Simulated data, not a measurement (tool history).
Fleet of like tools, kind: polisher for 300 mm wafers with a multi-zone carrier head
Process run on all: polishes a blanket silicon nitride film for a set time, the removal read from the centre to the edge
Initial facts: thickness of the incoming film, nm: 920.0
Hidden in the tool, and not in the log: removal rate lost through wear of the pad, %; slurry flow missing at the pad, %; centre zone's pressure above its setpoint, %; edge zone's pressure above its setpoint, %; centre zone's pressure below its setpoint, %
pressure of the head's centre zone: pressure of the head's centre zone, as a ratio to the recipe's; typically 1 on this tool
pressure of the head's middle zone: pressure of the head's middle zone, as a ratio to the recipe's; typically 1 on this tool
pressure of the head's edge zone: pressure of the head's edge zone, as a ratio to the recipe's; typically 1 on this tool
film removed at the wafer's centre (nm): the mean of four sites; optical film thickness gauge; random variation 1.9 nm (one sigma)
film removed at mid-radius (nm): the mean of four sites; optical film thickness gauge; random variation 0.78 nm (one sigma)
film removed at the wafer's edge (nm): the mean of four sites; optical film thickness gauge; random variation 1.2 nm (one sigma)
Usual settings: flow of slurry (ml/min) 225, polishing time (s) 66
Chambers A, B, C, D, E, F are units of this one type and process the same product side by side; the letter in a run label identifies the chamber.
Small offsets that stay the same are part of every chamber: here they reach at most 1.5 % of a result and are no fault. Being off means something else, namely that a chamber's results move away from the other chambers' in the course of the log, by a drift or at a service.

run,hour,flow of slurry (ml/min),pressure of the head's centre zone,pressure of the head's middle zone,pressure of the head's edge zone,polishing time (s),wafers polished on this pad,hours since the slurry nozzle was cleaned,hours since the centre zone pressure was calibrated,hours since the edge zone pressure was calibrated,film removed at the wafer's centre (nm),film removed at mid-radius (nm),film removed at the wafer's edge (nm)
# hour 3: chamber D: worn pad replaced by a new one
# hour 5.1: chamber A: worn pad replaced by a new one
1C,6.9,225,1,1,1,66,347,36.7,1001.1,79,128.52,126.71,125.55
2F,14.3,225,1,1,1,66,586,118.4,697.6,261.7,128.02,125.56,127.01
# hour 17.5: chamber B: worn pad replaced by a new one
3B,20.1,225,1,1,1,66,37,168.8,1263.5,852.2,130.27,127.62,126.23
4E,24.7,225,1,1,1,66,946,475.2,626.2,216.2,126.56,127.99,130.48
5A,28.1,225,1,1,1,66,318,103.2,152.2,862.7,127.85,125.68,129.12
# hour 34.6: chamber F: worn pad replaced by a new one
6D,35.1,225,1,1,1,66,445,44.5,437.4,385.7,125.1,126.76,129.35
# hour 35.2: chamber E: worn pad replaced by a new one
7F,40.4,225,0.96,1,0.94,66,80,144.5,723.7,287.8,123.52,128.03,125
# hour 40.7: chamber C: worn pad replaced by a new one
# hour 41: chamber D: centre zone pressure recalibrated
8B,45.2,225,0.96,1,0.94,66,385,193.9,1288.6,877.3,120.75,127.35,124.77
# hour 45.5: chamber D: worn pad replaced by a new one
9E,51.7,225,0.96,1,0.94,66,230,502.2,653.2,243.2,124.39,128.88,125.4
# hour 55.6: chamber B: worn pad replaced by a new one
10C,57.9,225,0.96,1,0.94,66,239,87.7,1052.1,130,120.93,127.61,122.27
11A,63.6,225,0.96,1,0.94,66,810,138.7,187.7,898.2,119.4,127.24,123.14
12D,68,225,0.96,1,0.94,66,313,77.4,27.1,418.6,121.74,127.25,122.89
13D,74.2,225,1,1,1,66,398,83.6,33.3,424.8,125.92,128.07,127.33
14A,80.9,225,1,1,1,66,1050,156,205,915.5,129.33,127.72,127.34
# hour 83.3: chamber A: edge zone pressure recalibrated
15C,84.5,225,1.05,1,1.06,66,607,114.3,1078.7,156.6,131.66,127.31,127.22
# hour 89.9: chamber D: worn pad replaced by a new one
16E,92.1,225,1.05,1,1.06,66,789,542.6,693.6,283.6,137.09,127.21,135.25
# hour 95.3: chamber B: worn pad replaced by a new one
17B,97.5,225,1.05,1,1.06,66,31,246.2,1340.9,929.6,136.21,127.48,131.52
# hour 98.7: chamber A: worn pad replaced by a new one
# hour 100.8: chamber F: worn pad replaced by a new one
18F,104.8,225,1.05,1,1.06,66,55,208.9,788.1,352.2,135.62,126.39,131.54
# hour 109.5: chamber C: worn pad replaced by a new one
19B,110.9,225,1.05,1,1.06,66,216,259.6,1354.3,943,130.92,127.45,131.14
# hour 111.3: chamber E: worn pad replaced by a new one
# hour 115.4: chamber B: centre zone pressure recalibrated
20D,116.3,225,1.05,1,1.06,66,366,125.7,75.4,466.9,134.43,127.63,132.8
21E,123.8,225,1,1,1,66,174,574.3,725.3,315.3,129.32,128.88,128.43
22A,128.4,225,1,1,1.06,88,412,203.5,252.5,45.2,168.22,168.76,176.93
# hour 130.1: chamber D: worn pad replaced by a new one
# hour 134.6: chamber B: worn pad replaced by a new one
23C,135.3,225,1,1,1.06,88,358,165.1,1129.5,207.4,170.9,168.38,173.23
# hour 136.8: chamber B: slurry nozzle cleaned
24F,142.5,225,1,1,1.06,88,578,246.6,825.8,389.9,172.84,169.04,173.64
25E,147.1,225,1,1,1.06,88,497,597.6,748.6,338.6,172.14,170.89,175.79
26D,151.8,225,1,1,1.06,88,301,161.2,110.9,502.4,172.93,170.31,176.68
27F,156.3,225,1,1,1.06,88,769,260.4,839.6,403.7,170.56,168.43,178.51
28B,160.7,225,1,1,0.89,66,362,24,45.3,992.8,108.91,128.82,121.39
29A,164.6,225,1,1,0.89,66,914,239.7,288.7,81.4,130.9,126.59,118.25
# hour 168.6: chamber C: worn pad replaced by a new one
30C,168.6,225,1,1,0.89,66,1,198.4,1162.8,240.7,126.85,128.12,117.72
# hour 171.4: chamber B: worn pad replaced by a new one
31E,174.5,225,1,1,0.89,66,876,625,776,366,126.52,129.53,123.41
# hour 175.3: chamber F: worn pad replaced by a new one
# hour 175.7: chamber D: worn pad replaced by a new one
32C,181.4,225,1,1,0.89,66,178,211.2,1175.6,253.5,128.76,127.48,117.63
33D,185.4,225,1,1,0.89,66,134,194.8,144.5,536,127.93,126.3,120.36
34B,190.8,225,1,1,1,66,268,54.1,75.4,1022.9,114.37,127.38,125.98
# hour 190.9: chamber A: worn pad replaced by a new one
35F,196.5,225,1,1,1,66,294,300.6,879.8,443.9,128.69,126.5,128.34
36A,203.6,225,1,1,1,66,176,278.7,327.7,120.4,127.67,127.26,127.66
37A,210.7,225,1,1,1,66,274,285.8,334.8,127.5,126.7,126.66,128.49
38B,214.2,225,1,1,1,66,593,77.5,98.8,1046.3,111.5,127,126.66

Each of the 6 chambers runs these same settings next. Fill in every chamber's results:
39A,219.8,225,1,1,1,66,,,,,?,?,?
39B,219.8,225,1,1,1,66,,,,,?,?,?
39C,219.8,225,1,1,1,66,,,,,?,?,?
39D,219.8,225,1,1,1,66,,,,,?,?,?
39E,219.8,225,1,1,1,66,,,,,?,?,?
39F,219.8,225,1,1,1,66,,,,,?,?,?

run,film removed at the wafer's centre (nm),film removed at mid-radius (nm),film removed at the wafer's edge (nm)
39A,126.18,126.68,129.74
39B,112.4,127.7,127.11
39C,125.35,126.33,125.01
39D,126.75,126.6,129.59
39E,123.71,127.91,129.2
39F,127.87,126.31,128.34

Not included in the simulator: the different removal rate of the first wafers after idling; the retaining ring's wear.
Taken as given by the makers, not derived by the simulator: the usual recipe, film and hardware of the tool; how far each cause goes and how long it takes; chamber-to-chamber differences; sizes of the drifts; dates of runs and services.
